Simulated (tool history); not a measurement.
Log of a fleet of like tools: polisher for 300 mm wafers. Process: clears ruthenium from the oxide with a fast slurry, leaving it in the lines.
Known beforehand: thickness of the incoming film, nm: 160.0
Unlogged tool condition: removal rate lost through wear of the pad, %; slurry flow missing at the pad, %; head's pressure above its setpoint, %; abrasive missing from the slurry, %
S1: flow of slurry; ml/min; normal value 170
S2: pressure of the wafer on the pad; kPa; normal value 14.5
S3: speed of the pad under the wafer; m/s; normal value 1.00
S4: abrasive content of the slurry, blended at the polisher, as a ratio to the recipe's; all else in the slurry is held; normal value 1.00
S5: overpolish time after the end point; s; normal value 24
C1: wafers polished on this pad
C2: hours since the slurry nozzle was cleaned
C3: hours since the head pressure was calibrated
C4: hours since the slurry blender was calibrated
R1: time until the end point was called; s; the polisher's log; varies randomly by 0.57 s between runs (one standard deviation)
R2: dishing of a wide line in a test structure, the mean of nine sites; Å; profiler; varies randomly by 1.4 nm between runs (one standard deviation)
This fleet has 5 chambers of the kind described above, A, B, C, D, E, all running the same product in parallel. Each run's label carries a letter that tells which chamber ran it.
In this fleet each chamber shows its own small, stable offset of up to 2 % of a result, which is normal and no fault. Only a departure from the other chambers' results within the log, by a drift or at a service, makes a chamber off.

At hour 4.3: chamber A: worn pad replaced by a new one.
At hour 6.4: chamber E: worn pad replaced by a new one.
Run 1D, hour 14.4: usual settings; C1 500; C2 380.7; C3 647.9; C4 26.2. Result: R1 54.115 s, R2 586.23 Å.
At hour 19.0: chamber B: head pressure recalibrated.
At hour 21.7: chamber C: worn pad replaced by a new one.
Run 2B, hour 22.1: usual settings; C1 745; C2 132.2; C3 3.2; C4 205.5. Result: R1 55.185 s, R2 594.79 Å.
Run 3A, hour 36.5: usual settings; C1 307; C2 510.2; C3 189.2; C4 243.1. Result: R1 54.990 s, R2 579.75 Å.
At hour 38.8: chamber B: worn pad replaced by a new one.
Run 4C, hour 50.2: usual settings; C1 272; C2 201.6; C3 118.0; C4 305.3. Result: R1 53.918 s, R2 590.80 Å.
At hour 51.2: chamber D: worn pad replaced by a new one.
At hour 52.0: chamber A: slurry blender recalibrated.
Run 5E, hour 57.7: usual settings; C1 489; C2 634.6; C3 905.4; C4 273.0. Result: R1 55.790 s, R2 577.02 Å.
At hour 65.1: chamber C: slurry blender recalibrated.
Run 6A, hour 66.9: usual settings; C1 598; C2 540.6; C3 219.6; C4 14.9. Result: R1 55.643 s, R2 558.01 Å.
Run 7B, hour 79.5: usual settings; C1 388; C2 189.6; C3 60.6; C4 262.9. Result: R1 54.620 s, R2 585.60 Å.
At hour 79.6: chamber E: slurry nozzle cleaned.
At hour 84.1: chamber A: worn pad replaced by a new one.
Run 8E, hour 86.3: usual settings; C1 762; C2 6.7; C3 934.0; C4 301.6. Result: R1 54.414 s, R2 571.68 Å.
At hour 88.7: chamber B: slurry nozzle cleaned.
Run 9D, hour 98.2: usual settings; C1 449; C2 464.5; C3 731.7; C4 110.0. Result: R1 54.517 s, R2 591.25 Å.
At hour 100.6: chamber E: worn pad replaced by a new one.
Run 10C, hour 110.5: usual settings; C1 847; C2 261.9; C3 178.3; C4 45.5. Result: R1 54.108 s, R2 562.55 Å.
Run 11E, hour 121.6: usual settings; C1 201; C2 42.0; C3 969.3; C4 336.9. Result: R1 55.147 s, R2 577.51 Å.
At hour 126.2: chamber C: worn pad replaced by a new one.
At hour 127.3: chamber B: worn pad replaced by a new one.
Run 12C, hour 131.6: usual settings; C1 52; C2 283.0; C3 199.4; C4 66.6. Result: R1 55.033 s, R2 561.44 Å.
At hour 133.7: chamber D: slurry blender recalibrated.
At hour 135.5: chamber D: worn pad replaced by a new one.
Run 13D, hour 144.2: usual settings; C1 83; C2 510.5; C3 777.7; C4 10.5. Result: R1 52.757 s, R2 580.77 Å.
At hour 152.3: chamber A: slurry nozzle cleaned.
At hour 156.0: chamber A: worn pad replaced by a new one.
Run 14B, hour 157.6: usual settings; C1 289; C2 69.0; C3 138.7; C4 341.0. Result: R1 54.653 s, R2 570.46 Å.
At hour 167.5: chamber D: slurry nozzle cleaned.
Run 15A, hour 167.8: usual settings; C1 113; C2 15.5; C3 320.5; C4 115.8. Result: R1 55.065 s, R2 584.99 Å.
Run 16D, hour 178.1: usual settings; C1 406; C2 10.7; C3 811.6; C4 44.4. Result: R1 54.553 s, R2 596.48 Å.
Run 17A, hour 189.7: usual settings; C1 322; C2 37.4; C3 342.4; C4 137.7. Result: R1 55.905 s, R2 562.23 Å.
At hour 193.6: chamber B: slurry blender recalibrated.
Run 18E, hour 203.2: usual settings; C1 979; C2 123.6; C3 1050.9; C4 418.5. Result: R1 55.650 s, R2 574.44 Å.
At hour 206.8: chamber E: worn pad replaced by a new one.
At hour 208.4: chamber D: worn pad replaced by a new one.
Run 19C, hour 209.7: usual settings; C1 797; C2 361.1; C3 277.5; C4 144.7. Result: R1 56.272 s, R2 576.24 Å.
At hour 211.0: chamber B: worn pad replaced by a new one.
Run 20B, hour 221.3: usual settings; C1 98; C2 132.7; C3 202.4; C4 27.7. Result: R1 54.725 s, R2 583.33 Å.
At hour 230.8: chamber C: worn pad replaced by a new one.
Run 21B, hour 234.2: usual settings but S3 1.32 m/s; C1 221; C2 145.6; C3 215.3; C4 40.6. Result: R1 41.345 s, R2 733.86 Å.
At hour 235.8: chamber A: worn pad replaced by a new one.
Run 22D, hour 243.9: usual settings but S3 1.32 m/s; C1 339; C2 76.5; C3 877.4; C4 110.2. Result: R1 40.806 s, R2 782.56 Å.
Run 23E, hour 252.3: usual settings but S3 1.32 m/s; C1 434; C2 172.7; C3 1100.0; C4 467.6. Result: R1 43.376 s, R2 710.20 Å.
Run 24A, hour 264.4: usual settings but S3 1.32 m/s; C1 273; C2 112.1; C3 417.1; C4 212.4. Result: R1 41.230 s, R2 719.82 Å.
Run 25C, hour 274.8: usual settings but S3 1.32 m/s; C1 419; C2 426.2; C3 342.6; C4 209.8. Result: R1 42.731 s, R2 749.76 Å.
Run 26B, hour 284.1: usual settings; C1 697; C2 195.5; C3 265.2; C4 90.5. Result: R1 55.196 s, R2 549.66 Å.
Run 27D, hour 293.7: usual settings; C1 814; C2 126.3; C3 927.2; C4 160.0. Result: R1 54.202 s, R2 580.76 Å.
At hour 295.2: chamber D: worn pad replaced by a new one.
At hour 296.8: chamber D: slurry blender recalibrated.
At hour 303.9: chamber E: worn pad replaced by a new one.
Run 28A, hour 304.3: usual settings but S4 1.25; C1 653; C2 152.0; C3 457.0; C4 252.3. Result: R1 50.458 s, R2 608.96 Å.
At hour 307.7: chamber A: worn pad replaced by a new one.
Run 29E, hour 313.3: usual settings but S4 1.25; C1 90; C2 233.7; C3 1161.0; C4 528.6. Result: R1 52.756 s, R2 616.84 Å.
At hour 321.3: chamber B: worn pad replaced by a new one.
Run 30C, hour 322.2: usual settings but S4 1.25; C1 872; C2 473.6; C3 390.0; C4 257.2. Result: R1 50.398 s, R2 610.57 Å.
At hour 328.9: chamber A: slurry blender recalibrated.
Run 31C, hour 334.9: usual settings but S4 1.25; C1 993; C2 486.3; C3 402.7; C4 269.9. Result: R1 50.408 s, R2 633.35 Å.
At hour 338.7: chamber C: slurry nozzle cleaned.
At hour 340.4: chamber C: worn pad replaced by a new one.
Run 32E, hour 348.9: usual settings but S4 1.25; C1 429; C2 269.3; C3 1196.6; C4 564.2. Result: R1 52.703 s, R2 601.03 Å.
At hour 349.9: chamber B: slurry nozzle cleaned.
At hour 361.1: chamber C: head pressure recalibrated.
Run 33D, hour 362.5: usual settings; C1 642; C2 195.1; C3 996.0; C4 65.8. Result: R1 52.893 s, R2 601.77 Å.
Run 34A, hour 372.5: usual settings; C1 619; C2 220.2; C3 525.2; C4 43.6. Result: R1 54.884 s, R2 563.26 Å.
Run 35B, hour 380.2: usual settings; C1 562; C2 30.3; C3 361.3; C4 186.6. Result: R1 54.293 s, R2 587.99 Å.
At hour 386.0: chamber E: worn pad replaced by a new one.
Run 36B, hour 390.0: usual settings; C1 656; C2 40.1; C3 371.1; C4 196.4. Result: R1 54.229 s, R2 585.63 Å.
Run 37C, hour 404.6: usual settings; C1 612; C2 65.9; C3 43.5; C4 339.6. Result: R1 55.385 s, R2 581.58 Å.
Run 38E, hour 411.0: usual settings; C1 239; C2 331.4; C3 1258.7; C4 626.3. Result: R1 61.430 s, R2 510.98 Å.

Has any chamber moved away from the others, gradually or after a service, or does the common gauge drift, or do the chambers differ only by their own small steady offsets? State the chamber and the most likely cause if one applies.

It is chamber E that slowly wanders off from its peers.
Most likely cause: abrasive missing from the slurry, % = 18.2.
The log might look much the same if the cause were instead: slurry flow missing at the pad, %; head's pressure below its setpoint, %.

Chamber E could run next with any of the 4 candidate recipes listed below; each alters the usual settings, and their results appear as question marks. Which one brings its results back in line with what the other chambers deliver on the usual settings?
Allowed miss from the other chambers' usual-settings mean, per result, to count as in line: R1 2.000 s; R2 48.00 Å
Run 39E-1, hour 421.7: usual settings but S3 0.98 m/s. Result: R1 ?, R2 ?.
Run 39E-2, hour 421.7: usual settings but S3 1.02 m/s. Result: R1 ?, R2 ?.
Run 39E-3, hour 421.7: usual settings but S2 13.8 kPa, S3 0.96 m/s. Result: R1 ?, R2 ?.
Run 39E-4, hour 421.7: usual settings but S2 15.2 kPa, S3 1.04 m/s. Result: R1 ?, R2 ?.

On the usual settings, the other chambers give on average: R1 54.671 s; R2 577.94 Å
  run      R1      R2
39E-1  61.812  531.73
39E-2  59.368  551.49
39E-3  66.247  499.27
39E-4  55.586  585.11
The answer is 39E-4, which returns the chamber to within the allowed miss of the others.
